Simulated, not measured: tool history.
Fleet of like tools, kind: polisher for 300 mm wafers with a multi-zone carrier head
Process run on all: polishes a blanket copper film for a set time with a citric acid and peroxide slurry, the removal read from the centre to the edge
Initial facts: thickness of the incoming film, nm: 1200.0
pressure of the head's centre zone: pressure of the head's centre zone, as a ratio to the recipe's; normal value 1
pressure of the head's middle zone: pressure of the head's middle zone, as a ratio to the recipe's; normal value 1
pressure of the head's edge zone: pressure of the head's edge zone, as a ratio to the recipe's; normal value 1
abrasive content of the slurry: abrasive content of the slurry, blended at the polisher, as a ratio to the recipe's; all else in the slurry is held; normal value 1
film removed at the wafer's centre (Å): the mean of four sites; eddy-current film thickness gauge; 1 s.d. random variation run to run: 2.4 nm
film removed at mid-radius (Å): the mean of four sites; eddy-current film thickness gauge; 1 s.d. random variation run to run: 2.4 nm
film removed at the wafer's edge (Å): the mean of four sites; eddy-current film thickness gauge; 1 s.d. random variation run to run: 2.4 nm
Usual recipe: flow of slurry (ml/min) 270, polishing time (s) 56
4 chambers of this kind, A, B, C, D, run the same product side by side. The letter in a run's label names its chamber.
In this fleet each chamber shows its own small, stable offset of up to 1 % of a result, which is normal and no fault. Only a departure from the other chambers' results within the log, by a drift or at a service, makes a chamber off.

run    day  flow of slurry (ml/min)  pressure of the head's centre zone  pressure of the head's middle zone  pressure of the head's edge zone  abrasive content of the slurry  polishing time (s)  film removed at the wafer's centre (Å)  film removed at mid-radius (Å)  film removed at the wafer's edge (Å)
 1C  0.225                      270                                   1                                   1                                 1                               1                  56                                  2057.2                          2020.1                                2066.8
     0.267  -- chamber D: worn pad replaced by a new one
 2D  0.467                      270                                   1                                   1                                 1                               1                  56                                  2097.9                          2047.5                                2031.1
     0.617  -- chamber A: worn pad replaced by a new one
 3A  0.671                      270                                   1                                   1                                 1                               1                  56                                  2106.7                          2065.9                                2019.5
 4B  0.808                      270                                   1                                   1                                 1                               1                  56                                  2026.6                          1972.5                                2073.2
     0.821  -- chamber D: slurry nozzle cleaned
 5B  0.938                      270                                   1                                   1                                 1                               1                  56                                  2083.3                          2060.7                                2031.3
 6D  1.175                      270                                   1                                   1                                 1                               1                  56                                  2093.3                          2005.5                                  2018
 7A  1.304                      270                                   1                                   1                                 1                             0.9                  44                                  1613.8                          1576.3                                1554.1
 8C    1.5                      270                                   1                                   1                                 1                             0.9                  44                                  1624.3                          1587.4                                  1572
 9B  1.625                      270                                   1                                   1                                 1                             0.9                  44                                  1559.8                          1515.8                                1573.9
     1.846  -- chamber C: worn pad replaced by a new one
10C  1.875                      270                                   1                                   1                                 1                             0.9                  44                                  1604.9                          1539.3                                1587.2
11D  2.038                      270                                   1                                   1                                 1                               1                  56                                  2079.3                            2048                                2087.1
12A  2.192                      270                                   1                                   1                                 1                               1                  56                                  2101.8                          2091.7                                2067.2
13A  2.358                      270                                   1                                   1                                 1                               1                  56                                    2044                          2018.6                                2073.4
14B  2.475                      270                                   1                                   1                                 1                               1                  56                                  2064.5                          1999.6                                2011.3
15D  2.683                      270                                   1                                   1                                 1                               1                  56                                  2079.7                          2010.4                                2011.4
16C  2.838                      270                                1.11                                   1                                 1                               1                  56                                  2348.7                          2031.8                                  2068
17B  3.067                      270                                1.11                                   1                                 1                               1                  56                                  2227.6                          1997.3                                2011.2
18C  3.308                      270                                1.11                                   1                                 1                               1                  56                                    2272                            2064                                2047.8
19A   3.45                      270                                1.11                                   1                                 1                               1                  56                                  2251.9                          2065.4                                2048.6
20D  3.612                      270                                   1                                   1                                 1                               1                  56                                  2077.7                          2018.6                                2023.7
21B  3.754                      270                                   1                                   1                                 1                               1                  56                                  1906.7                          1937.7                                1925.4
22C  3.946                      270                                   1                                   1                                 1                               1                  56                                    2059                            2032                                  2030
     4.108  -- chamber A: worn pad replaced by a new one
23D  4.158                      270                                   1                                   1                                 1                               1                  56                                  2072.9                          2030.4                                2047.7
24A  4.388                      200                                   1                                   1                              0.88                               1                  56                                  1971.7                          2038.6                                1878.2
     4.446  -- chamber D: worn pad replaced by a new one
25C  4.554                      200                                   1                                   1                              0.88                               1                  56                                  1933.8                          1991.5                                1877.8
26A  4.675                      200                                   1                                   1                              0.88                               1                  56                                  1924.3                            1946                                  1837
27B  4.879                      200                                   1                                   1                              0.88                               1                  56                                  1805.7                          1769.7                                1734.7
28D  5.012                      270                                   1                                   1                                 1                               1                  56                                  2026.9                          2051.8                                2035.5
     5.162  -- chamber C: worn pad replaced by a new one
29A  5.192                      270                                   1                                   1                                 1                               1                  56                                  2067.6                          2059.2                                2051.1
30D  5.379                      270                                   1                                   1                                 1                               1                  56                                  2117.3                          2090.5                                2062.8
31C    5.6                      270                                   1                                   1                                 1                               1                  56                                  2118.2                          2074.7                                2041.8
32B  5.788                      270                                   1                                0.94                                 1                               1                  56                                  1799.9                          1694.2                                1827.7
33D    5.9                      270                                   1                                0.94                                 1                               1                  56                                  2058.8                          1951.5                                2057.9

All 4 chambers run these settings next. Forecast each chamber's results:
34A  6.083                      270                                   1                                   1                                 1                               1                  56                                       ?                               ?                                     ?
34B  6.083                      270                                   1                                   1                                 1                               1                  56                                       ?                               ?                                     ?
34C  6.083                      270                                   1                                   1                                 1                               1                  56                                       ?                               ?                                     ?
34D  6.083                      270                                   1                                   1                                 1                               1                  56                                       ?                               ?                                     ?

run  film removed at the wafer's centre (Å)  film removed at mid-radius (Å)  film removed at the wafer's edge (Å)
34A                                  2083.9                          2023.1                                2007.4
34B                                  1799.4                            1794                                1792.9
34C                                  1991.7                            2065                                2028.4
34D                                  2068.2                          2018.7                                2052.8
